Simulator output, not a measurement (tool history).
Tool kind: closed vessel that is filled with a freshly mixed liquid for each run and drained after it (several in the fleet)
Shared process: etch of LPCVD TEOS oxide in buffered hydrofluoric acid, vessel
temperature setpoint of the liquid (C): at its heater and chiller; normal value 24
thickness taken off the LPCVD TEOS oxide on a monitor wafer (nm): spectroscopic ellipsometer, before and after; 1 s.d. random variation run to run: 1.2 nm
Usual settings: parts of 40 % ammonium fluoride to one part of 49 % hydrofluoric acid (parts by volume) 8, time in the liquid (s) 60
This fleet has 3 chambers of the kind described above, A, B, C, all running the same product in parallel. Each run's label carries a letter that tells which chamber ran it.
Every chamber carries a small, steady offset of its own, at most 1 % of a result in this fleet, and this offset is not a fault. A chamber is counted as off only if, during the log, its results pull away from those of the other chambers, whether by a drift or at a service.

run,day,temperature setpoint of the liquid (C),parts of 40 % ammonium fluoride to one part of 49 % hydrofluoric acid (parts by volume),time in the liquid (s),"read-back film thickness of the LPCVD TEOS oxide reference wafer, read on the same gauge (nm)",thickness taken off the LPCVD TEOS oxide on a monitor wafer (nm)
1B,0.525,24,8,60,100,129.85
2A,1.167,24,8,60,100.02,130.08
3C,1.729,24,8,60,100.02,130.08
4C,2.204,24,8,60,99.992,131.85
5B,2.846,24,8,60,100.03,126.33
6A,3.158,24,8,60,100,130.4
7C,3.612,24,8,70,100,148.45
8A,4.142,24,8,70,99.999,152.05
9B,4.446,24,8,70,99.99,150.54
10A,4.958,24,8,60,100.02,129.47
11C,5.429,24,8,60,99.999,130.69
12B,5.758,24,8,60,99.993,128.43
13A,6.279,24,8,60,100.02,127.33
14C,6.667,24,8,60,100,129.82
# day 6.754: chamber A: hydrofluoric acid flow meter replaced
15B,6.971,24,8,60,100.01,129.6
16A,7.412,24,8,60,99.989,129.19
17C,7.754,28.5,8,35,99.998,97.81
# day 8.225: chamber A: thermometer replaced
18B,8.292,28.5,8,35,99.99,93.42
19A,8.883,28.5,8,35,100.01,96.111
20C,9.167,24,8,60,99.984,129.36
21B,9.567,24,8,60,99.992,126.5
22C,10.175,24,8,60,99.984,129.01
23B,10.467,24,8,60,100.01,128.11
24A,11.096,24,8,60,100.01,128.73
25B,11.454,24,8,60,99.999,127.17

Which is it: a chamber that has drifted or been left off by a service, a gauge drift common to all chambers, or only each chamber's usual small offset? If a chamber is off, name it and its likeliest cause.

Nothing is wrong: each chamber keeps only its own small, steady offset and the gauge holds still.
